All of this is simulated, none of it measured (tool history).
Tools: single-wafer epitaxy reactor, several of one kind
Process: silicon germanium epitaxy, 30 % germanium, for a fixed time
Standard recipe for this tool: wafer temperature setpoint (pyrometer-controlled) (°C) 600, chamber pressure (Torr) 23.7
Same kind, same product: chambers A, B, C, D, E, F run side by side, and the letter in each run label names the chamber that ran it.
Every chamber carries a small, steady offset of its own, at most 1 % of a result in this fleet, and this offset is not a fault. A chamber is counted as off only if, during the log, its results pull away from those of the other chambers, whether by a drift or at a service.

run	hour	wafer temperature setpoint (pyrometer-controlled) (°C)	chamber pressure (Torr)	read-back reference wafer on the same gauge, thickness_nm	mean film thickness on the monitor wafer (Å)
1E	6.0	600	23.7	58.096	637.13
2F	11.0	600	23.7	58.092	628.14
3B	18.8	600	23.7	58.073	635.39
4D	27.1	600	23.7	58.067	634.83
5C	35.8	600	23.7	58.069	624.83
6A	44.2	600	23.7	58.064	630.17
7B	49.8	600	23.7	58.027	634.05
8E	56.0	600	23.7	58.050	635.87
9C	63.4	600	27.1	58.028	659.20
10F	71.8	600	27.1	58.015	661.53
11A	76.2	600	27.1	57.997	664.12
12D	82.1	600	27.1	57.992	665.72
13B	90.4	600	27.1	57.997	668.58
14A	100.0	600	27.1	57.991	665.10
15E	106.9	600	23.7	57.965	634.99
16F	113.2	600	23.7	57.948	627.18
17C	119.6	600	23.7	57.961	624.24
18D	123.8	600	23.7	57.948	631.53
19E	129.1	600	23.7	57.961	636.10
20B	137.5	600	23.7	57.946	632.95
21C	142.9	600	23.7	57.934	623.17
22D	151.6	600	23.7	57.943	632.12
23A	158.6	600	23.7	57.934	629.64
24F	168.0	600	23.7	57.908	625.95
25F	174.3	600	23.7	57.886	626.55
26D	183.0	600	23.7	57.883	631.88
27A	188.7	600	23.7	57.879	628.33
28C	193.5	600	23.7	57.878	623.56
29B	202.0	600	23.7	57.893	631.57
30E	209.4	600	23.7	57.859	633.61
31E	216.1	600	23.7	57.856	634.31
32F	221.0	600	23.7	57.834	624.86
33C	225.3	600	23.7	57.833	622.45
34B	234.1	600	23.7	57.843	633.11
35A	242.6	600	23.7	57.832	627.62
36D	248.9	600	23.7	57.825	630.70

For the next run the whole fleet of 6 chambers uses the same settings. Give each chamber's results:
37A	255.8	586	23.7		?
37B	255.8	586	23.7		?
37C	255.8	586	23.7		?
37D	255.8	586	23.7		?
37E	255.8	586	23.7		?
37F	255.8	586	23.7		?

run	mean film thickness on the monitor wafer (Å)
37A	482.24
37B	485.58
37C	482.27
37D	486.49
37E	489.84
37F	483.99
